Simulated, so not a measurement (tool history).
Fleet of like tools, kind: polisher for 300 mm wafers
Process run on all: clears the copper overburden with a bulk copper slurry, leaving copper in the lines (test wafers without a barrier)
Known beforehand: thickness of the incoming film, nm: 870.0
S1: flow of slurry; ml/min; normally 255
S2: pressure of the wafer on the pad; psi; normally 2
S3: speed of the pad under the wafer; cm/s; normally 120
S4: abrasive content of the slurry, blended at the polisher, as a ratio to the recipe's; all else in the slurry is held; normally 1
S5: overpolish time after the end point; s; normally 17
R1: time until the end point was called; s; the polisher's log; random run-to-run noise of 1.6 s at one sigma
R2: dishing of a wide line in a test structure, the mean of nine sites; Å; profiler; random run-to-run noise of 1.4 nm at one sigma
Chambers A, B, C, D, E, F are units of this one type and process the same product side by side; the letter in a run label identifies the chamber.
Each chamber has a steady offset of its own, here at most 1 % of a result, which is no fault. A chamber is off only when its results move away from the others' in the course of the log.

| run | day | S1 | S2 | S3 | S4 | S5 | R1 | R2 |
|---|---|---|---|---|---|---|---|---|
| 1B | 0.362 | 255 | 2 | 120 | 1 | 17 | 97.619 | 617.87 |
| 2E | 0.642 | 255 | 2 | 120 | 1 | 17 | 97.963 | 622.3 |
| 3D | 0.912 | 255 | 2 | 120 | 1 | 17 | 97.14 | 590.31 |
|  | 1.004 | chamber D: worn pad replaced by a new one |
|  | 1.279 | chamber E: worn pad replaced by a new one |
| 4C | 1.279 | 255 | 2 | 120 | 1 | 17 | 99.486 | 604.68 |
| 5F | 1.562 | 255 | 2 | 120 | 1 | 17 | 96.564 | 592.77 |
|  | 1.658 | chamber A: worn pad replaced by a new one |
| 6A | 1.825 | 255 | 2 | 120 | 1 | 17 | 95.459 | 595.34 |
|  | 1.942 | chamber E: slurry blender recalibrated |
| 7D | 2.283 | 255 | 2 | 120 | 1 | 17 | 95.504 | 636.54 |
|  | 2.425 | chamber C: head pressure recalibrated |
| 8E | 2.754 | 255 | 2 | 120 | 1 | 17 | 96.623 | 589.22 |
| 9C | 3.054 | 255 | 2 | 120 | 1 | 17 | 99.594 | 594.39 |
|  | 3.104 | chamber C: worn pad replaced by a new one |
|  | 3.304 | chamber F: worn pad replaced by a new one |
| 10A | 3.383 | 255 | 2 | 120 | 1 | 17 | 96.749 | 631.67 |
| 11B | 3.683 | 255 | 2 | 120 | 1 | 17 | 96.594 | 603.81 |
|  | 3.788 | chamber A: slurry nozzle cleaned |
|  | 4.121 | chamber E: worn pad replaced by a new one |
| 12F | 4.162 | 255 | 2.3 | 120 | 1 | 23 | 84.076 | 696.74 |
|  | 4.312 | chamber B: worn pad replaced by a new one |
|  | 4.471 | chamber F: head pressure recalibrated |
| 13F | 4.525 | 255 | 2.3 | 120 | 1 | 23 | 86.439 | 715.6 |
|  | 4.588 | chamber D: worn pad replaced by a new one |
| 14D | 4.958 | 255 | 2.3 | 120 | 1 | 23 | 84.692 | 720.17 |
|  | 5.371 | chamber E: slurry nozzle cleaned |
| 15A | 5.388 | 255 | 2.3 | 120 | 1 | 23 | 84.161 | 728 |
| 16B | 5.796 | 255 | 2.3 | 120 | 1 | 23 | 83.719 | 745.7 |
|  | 6.088 | chamber C: worn pad replaced by a new one |
| 17C | 6.271 | 255 | 2.3 | 120 | 1 | 23 | 83.929 | 705.2 |
|  | 6.533 | chamber F: slurry blender recalibrated |
| 18E | 6.729 | 255 | 2 | 120 | 1 | 17 | 99.574 | 615.63 |
| 19A | 7.017 | 255 | 2 | 120 | 1 | 17 | 98.093 | 620.65 |
|  | 7.188 | chamber A: worn pad replaced by a new one |
| 20B | 7.283 | 255 | 2 | 120 | 1 | 17 | 97.906 | 586.43 |
|  | 7.679 | chamber E: worn pad replaced by a new one |
| 21E | 7.775 | 255 | 2 | 120 | 1 | 17 | 98.912 | 609.01 |
|  | 8.033 | chamber D: worn pad replaced by a new one |
| 22F | 8.188 | 255 | 2 | 120 | 1 | 17 | 96.91 | 594.6 |
| 23C | 8.642 | 255 | 2 | 120 | 1 | 17 | 100 | 615.08 |
| 24D | 9.083 | 255 | 2 | 146 | 1 | 10 | 80.627 | 505.28 |
| 25E | 9.412 | 255 | 2 | 146 | 1 | 10 | 78.948 | 510.41 |
|  | 9.433 | chamber C: worn pad replaced by a new one |
|  | 9.638 | chamber B: slurry nozzle cleaned |
|  | 9.842 | chamber B: worn pad replaced by a new one |
| 26D | 9.912 | 255 | 2 | 146 | 1 | 10 | 78.507 | 517.48 |
|  | 10.133 | chamber F: worn pad replaced by a new one |
| 27B | 10.329 | 255 | 2 | 146 | 1 | 10 | 79.26 | 519.54 |
|  | 10.542 | chamber E: worn pad replaced by a new one |
| 28A | 10.658 | 255 | 2 | 146 | 1 | 10 | 80.221 | 526.04 |
| 29F | 11.162 | 255 | 2 | 146 | 1 | 10 | 79.685 | 515.78 |
|  | 11.65 | chamber B: slurry blender recalibrated |
| 30C | 11.65 | 255 | 2 | 120 | 1 | 17 | 100.84 | 605.14 |
|  | 12.038 | chamber D: worn pad replaced by a new one |
| 31A | 12.075 | 255 | 2 | 120 | 1 | 17 | 96.114 | 597.05 |
|  | 12.45 | chamber A: head pressure recalibrated |
| 32D | 12.533 | 255 | 2 | 120 | 1 | 17 | 95.472 | 624.41 |
|  | 12.767 | chamber C: worn pad replaced by a new one |
| 33C | 12.962 | 255 | 2 | 120 | 1 | 17 | 96.722 | 615.95 |
| 34F | 13.329 | 255 | 2 | 120 | 1 | 17 | 96.155 | 640.87 |
|  | 13.479 | chamber E: worn pad replaced by a new one |
| 35B | 13.554 | 255 | 2 | 120 | 1 | 17 | 98.477 | 624.97 |
|  | 13.742 | chamber A: worn pad replaced by a new one |
| 36E | 14.062 | 255 | 2 | 120 | 1 | 17 | 97.58 | 608.88 |
| 37A | 14.333 | 255 | 2 | 120 | 1 | 17 | 97.8 | 620.24 |
| 38C | 14.771 | 255 | 2 | 120 | 1 | 17 | 99.243 | 623.68 |
| 39F | 15.142 | 255 | 2 | 120 | 1 | 17 | 99.653 | 589.16 |
|  | 15.246 | chamber E: slurry blender recalibrated |
| 40E | 15.508 | 255 | 2 | 120 | 1 | 17 | 96.023 | 603.93 |

All chambers now run identical settings, listed one chamber a line with results as question marks. What results will each chamber show?
| 41A | 15.883 | 255 | 2 | 120 | 1.25 | 17 | ? | ? |
| 41B | 15.883 | 255 | 2 | 120 | 1.25 | 17 | ? | ? |
| 41C | 15.883 | 255 | 2 | 120 | 1.25 | 17 | ? | ? |
| 41D | 15.883 | 255 | 2 | 120 | 1.25 | 17 | ? | ? |
| 41E | 15.883 | 255 | 2 | 120 | 1.25 | 17 | ? | ? |
| 41F | 15.883 | 255 | 2 | 120 | 1.25 | 17 | ? | ? |

| run | R1 | R2 |
|---|---|---|
| 41A | 94.482 | 602.25 |
| 41B | 92.357 | 625.13 |
| 41C | 93.484 | 622.88 |
| 41D | 92.952 | 622.86 |
| 41E | 94.514 | 611.18 |
| 41F | 91.565 | 626.21 |

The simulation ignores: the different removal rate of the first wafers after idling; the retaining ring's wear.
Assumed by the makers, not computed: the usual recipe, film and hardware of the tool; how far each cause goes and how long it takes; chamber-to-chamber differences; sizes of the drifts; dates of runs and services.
